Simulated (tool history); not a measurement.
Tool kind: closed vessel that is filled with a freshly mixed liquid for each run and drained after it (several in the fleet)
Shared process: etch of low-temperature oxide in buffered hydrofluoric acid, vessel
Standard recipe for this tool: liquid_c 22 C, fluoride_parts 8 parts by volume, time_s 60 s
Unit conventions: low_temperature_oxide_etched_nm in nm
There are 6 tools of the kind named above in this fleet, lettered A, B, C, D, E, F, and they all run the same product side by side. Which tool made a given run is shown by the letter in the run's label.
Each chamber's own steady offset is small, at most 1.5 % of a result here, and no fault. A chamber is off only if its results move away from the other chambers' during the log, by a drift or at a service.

run	hour	liquid_c	fluoride_parts	time_s	read-back film thickness of the low-temperature oxide reference wafer, read on the same gauge (nm)	low_temperature_oxide_etched_nm
# hour 2.8: chamber A: thermometer replaced
1D	6.9	22	8	60	89.99	207.8
2B	13.7	22	8	60	89.988	204.88
3C	21.5	22	8	60	89.995	207.44
4A	34.9	22	8	60	90.003	208.9
5F	41.9	22	8	60	90.002	212.25
# hour 43: chamber F: thermometer replaced
6E	53.1	22	8	60	90.018	207.23
7C	61.5	22	8	60	89.993	207.24
8B	70.5	22	8	60	89.991	203.92
9A	77	22	8	60	90	206.09
10F	83.5	22	8	60	89.992	210.36
11E	91	22	8	60	89.999	205.75
12D	103.8	22	10	60	89.986	170.57
13D	113.2	22	10	60	89.994	170.72
# hour 123.4: chamber C: hydrofluoric acid flow meter replaced
14A	127.6	22	10	60	89.991	167.63
15F	139.6	22	10	60	89.994	171.52
16B	151.9	22	10	60	89.976	171.98
17E	161	22	10	60	90.009	169.81
18C	170.4	22	8	60	90.024	205.41
19B	184.6	22	8	60	89.995	208.54
20E	196.3	22	8	60	89.998	208.73
21D	206.5	22	8	60	90.015	209.39
22A	213.7	22	8	60	90.031	206.34
23F	221.3	22	9.5	60	90.007	177.13
24C	228	22	9.5	60	89.966	175.8
25D	242.4	22	9.5	60	89.996	174.9
26F	249	22	9.5	60	90.016	181.56
27A	259.3	22	9.5	60	90.019	178.33
28B	271.2	22	9.5	60	89.98	175.76
29C	280.9	22	8	60	89.983	203.44
30E	293.1	22	8	60	89.979	206.62
31F	302	22	8	60	89.987	208.07
32B	316.1	22	9.5	60	90.013	177.83
# hour 317.1: chamber D: hydrofluoric acid flow meter replaced
33D	325.9	22	9.5	60	90.015	175.79
34C	337.6	22	9.5	60	90.002	174.47
35A	348.9	22	9.5	60	89.992	175.71
# hour 351.7: chamber F: hydrofluoric acid flow meter replaced
36E	357.3	22	9.5	60	90.009	174.76
37F	367.9	22	9.5	60	90.013	179.08

Next, every chamber runs the same settings. What will each give?
38A	378.3	22	8	60		?
38B	378.3	22	8	60		?
38C	378.3	22	8	60		?
38D	378.3	22	8	60		?
38E	378.3	22	8	60		?
38F	378.3	22	8	60		?

run	low_temperature_oxide_etched_nm
38A	208.96
38B	207.14
38C	205.93
38D	204.22
38E	205.39
38F	211.25

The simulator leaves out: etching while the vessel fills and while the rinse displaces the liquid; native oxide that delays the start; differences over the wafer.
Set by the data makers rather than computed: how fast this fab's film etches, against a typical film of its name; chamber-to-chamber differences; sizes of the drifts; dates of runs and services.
